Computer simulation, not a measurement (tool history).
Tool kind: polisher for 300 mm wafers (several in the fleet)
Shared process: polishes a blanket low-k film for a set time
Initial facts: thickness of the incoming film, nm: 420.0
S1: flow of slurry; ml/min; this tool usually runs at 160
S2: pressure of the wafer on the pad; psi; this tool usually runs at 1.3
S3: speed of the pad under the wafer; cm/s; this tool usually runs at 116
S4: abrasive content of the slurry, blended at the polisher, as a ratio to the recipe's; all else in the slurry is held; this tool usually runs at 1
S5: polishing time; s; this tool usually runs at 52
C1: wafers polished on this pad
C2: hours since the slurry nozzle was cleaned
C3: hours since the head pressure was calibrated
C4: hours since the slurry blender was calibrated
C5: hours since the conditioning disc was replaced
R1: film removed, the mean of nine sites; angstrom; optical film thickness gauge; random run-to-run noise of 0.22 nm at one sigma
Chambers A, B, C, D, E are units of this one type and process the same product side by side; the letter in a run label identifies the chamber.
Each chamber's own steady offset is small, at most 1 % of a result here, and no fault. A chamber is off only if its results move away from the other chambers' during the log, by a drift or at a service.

{"hour": 1.5, "done": "chamber C: slurry nozzle cleaned"}
{"hour": 3.1, "done": "chamber A: slurry blender recalibrated"}
{"hour": 7.4, "done": "chamber C: worn pad replaced by a new one"}
{"run": "1A", "hour": 8.8, "S1": 160, "S2": 1.3, "S3": 116, "S4": 1, "S5": 52, "C1": 660, "C2": 315.9, "C3": 739.9, "C4": 5.8, "C5": 136.8, "R1": 195.65}
{"hour": 9.1, "done": "chamber D: worn pad replaced by a new one"}
{"run": "2D", "hour": 13.5, "S1": 160, "S2": 1.3, "S3": 116, "S4": 1, "S5": 52, "C1": 56, "C2": 383, "C3": 296.6, "C4": 159.8, "C5": 32.1, "R1": 200.27}
{"hour": 19.0, "done": "chamber D: slurry nozzle cleaned"}
{"hour": 21.7, "done": "chamber B: worn pad replaced by a new one"}
{"run": "3B", "hour": 22.5, "S1": 160, "S2": 1.3, "S3": 116, "S4": 1, "S5": 52, "C1": 10, "C2": 507.2, "C3": 635.2, "C4": 47, "C5": 66.4, "R1": 199.2}
{"hour": 23.7, "done": "chamber A: worn pad replaced by a new one"}
{"hour": 26.2, "done": "chamber E: worn pad replaced by a new one"}
{"hour": 27.0, "done": "chamber C: slurry blender recalibrated"}
{"run": "4E", "hour": 28.6, "S1": 160, "S2": 1.3, "S3": 116, "S4": 1, "S5": 52, "C1": 31, "C2": 104.3, "C3": 516.8, "C4": 103, "C5": 301, "R1": 193.46}
{"run": "5C", "hour": 37.8, "S1": 160, "S2": 1.3, "S3": 116, "S4": 1, "S5": 52, "C1": 389, "C2": 36.3, "C3": 527.2, "C4": 10.9, "C5": 155.8, "R1": 200.54}
{"run": "6D", "hour": 47.2, "S1": 160, "S2": 1.3, "S3": 116, "S4": 1, "S5": 52, "C1": 487, "C2": 28.3, "C3": 330.3, "C4": 193.5, "C5": 65.8, "R1": 198.24}
{"run": "7A", "hour": 52.1, "S1": 160, "S2": 1.3, "S3": 116, "S4": 1, "S5": 52, "C1": 363, "C2": 359.2, "C3": 783.2, "C4": 49.1, "C5": 180.1, "R1": 192.98}
{"run": "8C", "hour": 57.0, "S1": 160, "S2": 1.3, "S3": 116, "S4": 1, "S5": 52, "C1": 634, "C2": 55.5, "C3": 546.4, "C4": 30.1, "C5": 175, "R1": 193.83}
{"hour": 61.2, "done": "chamber D: slurry blender recalibrated"}
{"hour": 62.8, "done": "chamber E: conditioning disc replaced and pad reconditioned"}
{"hour": 65.3, "done": "chamber E: slurry blender recalibrated"}
{"run": "9B", "hour": 66.0, "S1": 160, "S2": 1.3, "S3": 116, "S4": 1, "S5": 52, "C1": 566, "C2": 550.7, "C3": 678.7, "C4": 90.5, "C5": 109.9, "R1": 197.56}
{"hour": 75.2, "done": "chamber C: worn pad replaced by a new one"}
{"run": "10E", "hour": 76.0, "S1": 160, "S2": 1.3, "S3": 116, "S4": 1, "S5": 52, "C1": 638, "C2": 151.7, "C3": 564.2, "C4": 10.8, "C5": 13.3, "R1": 196.86}
{"hour": 78.3, "done": "chamber B: head pressure recalibrated"}
{"hour": 81.8, "done": "chamber B: worn pad replaced by a new one"}
{"run": "11B", "hour": 83.4, "S1": 160, "S2": 1.3, "S3": 116, "S4": 1, "S5": 52, "C1": 21, "C2": 568.1, "C3": 5.2, "C4": 107.9, "C5": 127.3, "R1": 192.52}
{"hour": 84.2, "done": "chamber E: worn pad replaced by a new one"}
{"run": "12C", "hour": 90.9, "S1": 160, "S2": 1.3, "S3": 116, "S4": 1, "S5": 52, "C1": 201, "C2": 89.4, "C3": 580.3, "C4": 64, "C5": 208.9, "R1": 196}
{"hour": 95.3, "done": "chamber A: worn pad replaced by a new one"}
{"run": "13D", "hour": 95.4, "S1": 160, "S2": 1.3, "S3": 116, "S4": 1, "S5": 52, "C1": 1104, "C2": 76.5, "C3": 378.5, "C4": 34.2, "C5": 114, "R1": 195.42}
{"run": "14E", "hour": 100.4, "S1": 160, "S2": 1.3, "S3": 116, "S4": 1, "S5": 52, "C1": 207, "C2": 176.1, "C3": 588.6, "C4": 35.2, "C5": 37.7, "R1": 195.25}
{"hour": 101.8, "done": "chamber D: worn pad replaced by a new one"}
{"run": "15A", "hour": 105.0, "S1": 160, "S2": 1.3, "S3": 116, "S4": 1, "S5": 52, "C1": 124, "C2": 412.1, "C3": 836.1, "C4": 102, "C5": 233, "R1": 193.16}
{"run": "16A", "hour": 110.2, "S1": 160, "S2": 1.3, "S3": 116, "S4": 1, "S5": 52, "C1": 190, "C2": 417.3, "C3": 841.3, "C4": 107.2, "C5": 238.2, "R1": 196.85}
{"run": "17D", "hour": 120.1, "S1": 160, "S2": 1.3, "S3": 116, "S4": 1, "S5": 52, "C1": 235, "C2": 101.2, "C3": 403.2, "C4": 58.9, "C5": 138.7, "R1": 197.47}
{"run": "18C", "hour": 128.2, "S1": 160, "S2": 1.3, "S3": 116, "S4": 1, "S5": 52, "C1": 678, "C2": 126.7, "C3": 617.6, "C4": 101.3, "C5": 246.2, "R1": 198.05}
{"run": "19E", "hour": 137.2, "S1": 160, "S2": 1.3, "S3": 142, "S4": 1, "S5": 52, "C1": 678, "C2": 212.9, "C3": 625.4, "C4": 72, "C5": 74.5, "R1": 226.2}
{"hour": 137.4, "done": "chamber B: worn pad replaced by a new one"}
{"hour": 138.0, "done": "chamber B: slurry nozzle cleaned"}
{"hour": 140.5, "done": "chamber C: worn pad replaced by a new one"}
{"hour": 144.5, "done": "chamber E: worn pad replaced by a new one"}
{"run": "20B", "hour": 146.3, "S1": 160, "S2": 1.3, "S3": 142, "S4": 1, "S5": 52, "C1": 114, "C2": 8.3, "C3": 68.1, "C4": 170.8, "C5": 190.2, "R1": 230.42}
{"run": "21E", "hour": 155.9, "S1": 160, "S2": 1.3, "S3": 142, "S4": 1, "S5": 52, "C1": 146, "C2": 231.6, "C3": 644.1, "C4": 90.7, "C5": 93.2, "R1": 232.56}
{"hour": 158.3, "done": "chamber E: slurry nozzle cleaned"}
{"run": "22D", "hour": 163.4, "S1": 160, "S2": 1.3, "S3": 142, "S4": 1, "S5": 52, "C1": 789, "C2": 144.5, "C3": 446.5, "C4": 102.2, "C5": 182, "R1": 231.45}
{"hour": 165.4, "done": "chamber C: head pressure recalibrated"}
{"hour": 167.0, "done": "chamber A: worn pad replaced by a new one"}
{"run": "23A", "hour": 172.3, "S1": 160, "S2": 1.3, "S3": 142, "S4": 1, "S5": 52, "C1": 67, "C2": 479.4, "C3": 903.4, "C4": 169.3, "C5": 300.3, "R1": 230.25}
{"hour": 174.9, "done": "chamber C: conditioning disc replaced and pad reconditioned"}
{"run": "24B", "hour": 176.8, "S1": 160, "S2": 1.3, "S3": 116, "S4": 1, "S5": 52, "C1": 504, "C2": 38.8, "C3": 98.6, "C4": 201.3, "C5": 220.7, "R1": 194.17}
{"run": "25C", "hour": 183.2, "S1": 160, "S2": 1.3, "S3": 116, "S4": 1, "S5": 52, "C1": 546, "C2": 181.7, "C3": 17.9, "C4": 156.3, "C5": 8.4, "R1": 219.38}
{"run": "26E", "hour": 192.6, "S1": 160, "S2": 1.3, "S3": 116, "S4": 1, "S5": 52, "C1": 616, "C2": 34.4, "C3": 680.8, "C4": 127.4, "C5": 129.9, "R1": 193.16}
{"run": "27A", "hour": 199.5, "S1": 160, "S2": 1.3, "S3": 116, "S4": 1, "S5": 52, "C1": 415, "C2": 506.6, "C3": 930.6, "C4": 196.5, "C5": 327.5, "R1": 200.23}
{"hour": 201.6, "done": "chamber E: worn pad replaced by a new one"}
{"hour": 202.6, "done": "chamber E: slurry blender recalibrated"}
{"run": "28B", "hour": 204.9, "S1": 160, "S2": 1.3, "S3": 116, "S4": 1, "S5": 52, "C1": 864, "C2": 66.9, "C3": 126.7, "C4": 229.4, "C5": 248.8, "R1": 193.43}
{"hour": 207.1, "done": "chamber D: worn pad replaced by a new one"}
{"hour": 209.0, "done": "chamber B: worn pad replaced by a new one"}
{"run": "29C", "hour": 209.7, "S1": 160, "S2": 1.3, "S3": 116, "S4": 1, "S5": 52, "C1": 885, "C2": 208.2, "C3": 44.4, "C4": 182.8, "C5": 34.9, "R1": 221.87}
{"run": "30D", "hour": 215.5, "S1": 160, "S2": 1.3, "S3": 116, "S4": 1, "S5": 52, "C1": 107, "C2": 196.6, "C3": 498.6, "C4": 154.3, "C5": 234.1, "R1": 197.45}
{"hour": 221.7, "done": "chamber C: worn pad replaced by a new one"}
{"run": "31E", "hour": 223.8, "S1": 160, "S2": 1.3, "S3": 116, "S4": 1, "S5": 52, "C1": 284, "C2": 65.6, "C3": 712, "C4": 21.2, "C5": 161.1, "R1": 197.24}
{"hour": 224.6, "done": "chamber A: worn pad replaced by a new one"}
{"hour": 225.2, "done": "chamber B: conditioning disc replaced and pad reconditioned"}
{"run": "32D", "hour": 231.1, "S1": 160, "S2": 1.3, "S3": 116, "S4": 1, "S5": 52, "C1": 307, "C2": 212.2, "C3": 514.2, "C4": 169.9, "C5": 249.7, "R1": 196.23}
{"run": "33C", "hour": 238.0, "S1": 160, "S2": 1.3, "S3": 116, "S4": 1, "S5": 52, "C1": 209, "C2": 236.5, "C3": 72.7, "C4": 211.1, "C5": 63.2, "R1": 218}
{"run": "34A", "hour": 245.4, "S1": 160, "S2": 1.3, "S3": 116, "S4": 1, "S5": 52, "C1": 266, "C2": 552.5, "C3": 976.5, "C4": 242.4, "C5": 373.4, "R1": 197.58}
{"run": "35B", "hour": 252.4, "S1": 140, "S2": 1.3, "S3": 78, "S4": 1, "S5": 52, "C1": 555, "C2": 114.4, "C3": 174.2, "C4": 276.9, "C5": 27.3, "R1": 140.23}
{"run": "36D", "hour": 258.9, "S1": 140, "S2": 1.3, "S3": 78, "S4": 1, "S5": 52, "C1": 663, "C2": 240, "C3": 542, "C4": 197.7, "C5": 277.5, "R1": 142.6}
{"hour": 263.2, "done": "chamber E: worn pad replaced by a new one"}
{"run": "37E", "hour": 263.4, "S1": 140, "S2": 1.3, "S3": 78, "S4": 1, "S5": 52, "C1": 2, "C2": 105.2, "C3": 751.6, "C4": 60.8, "C5": 200.7, "R1": 140.13}
{"hour": 268.4, "done": "chamber B: worn pad replaced by a new one"}
{"run": "38B", "hour": 272.9, "S1": 140, "S2": 1.3, "S3": 78, "S4": 1, "S5": 52, "C1": 57, "C2": 134.9, "C3": 194.7, "C4": 297.4, "C5": 47.8, "R1": 139.3}
{"run": "39A", "hour": 282.6, "S1": 140, "S2": 1.3, "S3": 78, "S4": 1, "S5": 52, "C1": 742, "C2": 589.7, "C3": 1013.7, "C4": 279.6, "C5": 410.6, "R1": 137.39}
{"hour": 286.6, "done": "chamber A: worn pad replaced by a new one"}
{"run": "40C", "hour": 290.0, "S1": 160, "S2": 1.3, "S3": 116, "S4": 1, "S5": 52, "C1": 874, "C2": 288.5, "C3": 124.7, "C4": 263.1, "C5": 115.2, "R1": 218.52}
{"run": "41E", "hour": 298.3, "S1": 160, "S2": 1.3, "S3": 116, "S4": 1, "S5": 52, "C1": 449, "C2": 140.1, "C3": 786.5, "C4": 95.7, "C5": 235.6, "R1": 195.56}
{"run": "42B", "hour": 304.1, "S1": 160, "S2": 1.3, "S3": 116, "S4": 1, "S5": 52, "C1": 456, "C2": 166.1, "C3": 225.9, "C4": 328.6, "C5": 79, "R1": 196.41}
{"run": "43A", "hour": 312.3, "S1": 160, "S2": 1.3, "S3": 116, "S4": 1, "S5": 52, "C1": 329, "C2": 619.4, "C3": 1043.4, "C4": 309.3, "C5": 440.3, "R1": 195.53}

Next, every chamber runs the same settings. What will each give?
{"run": "44A", "hour": 319.4, "S1": 160, "S2": 1.3, "S3": 116, "S4": 1, "S5": 52, "R1": "?"}
{"run": "44B", "hour": 319.4, "S1": 160, "S2": 1.3, "S3": 116, "S4": 1, "S5": 52, "R1": "?"}
{"run": "44C", "hour": 319.4, "S1": 160, "S2": 1.3, "S3": 116, "S4": 1, "S5": 52, "R1": "?"}
{"run": "44D", "hour": 319.4, "S1": 160, "S2": 1.3, "S3": 116, "S4": 1, "S5": 52, "R1": "?"}
{"run": "44E", "hour": 319.4, "S1": 160, "S2": 1.3, "S3": 116, "S4": 1, "S5": 52, "R1": "?"}

run=44A R1=195.9
run=44B R1=197.91
run=44C R1=216.21
run=44D R1=199.76
run=44E R1=197.45
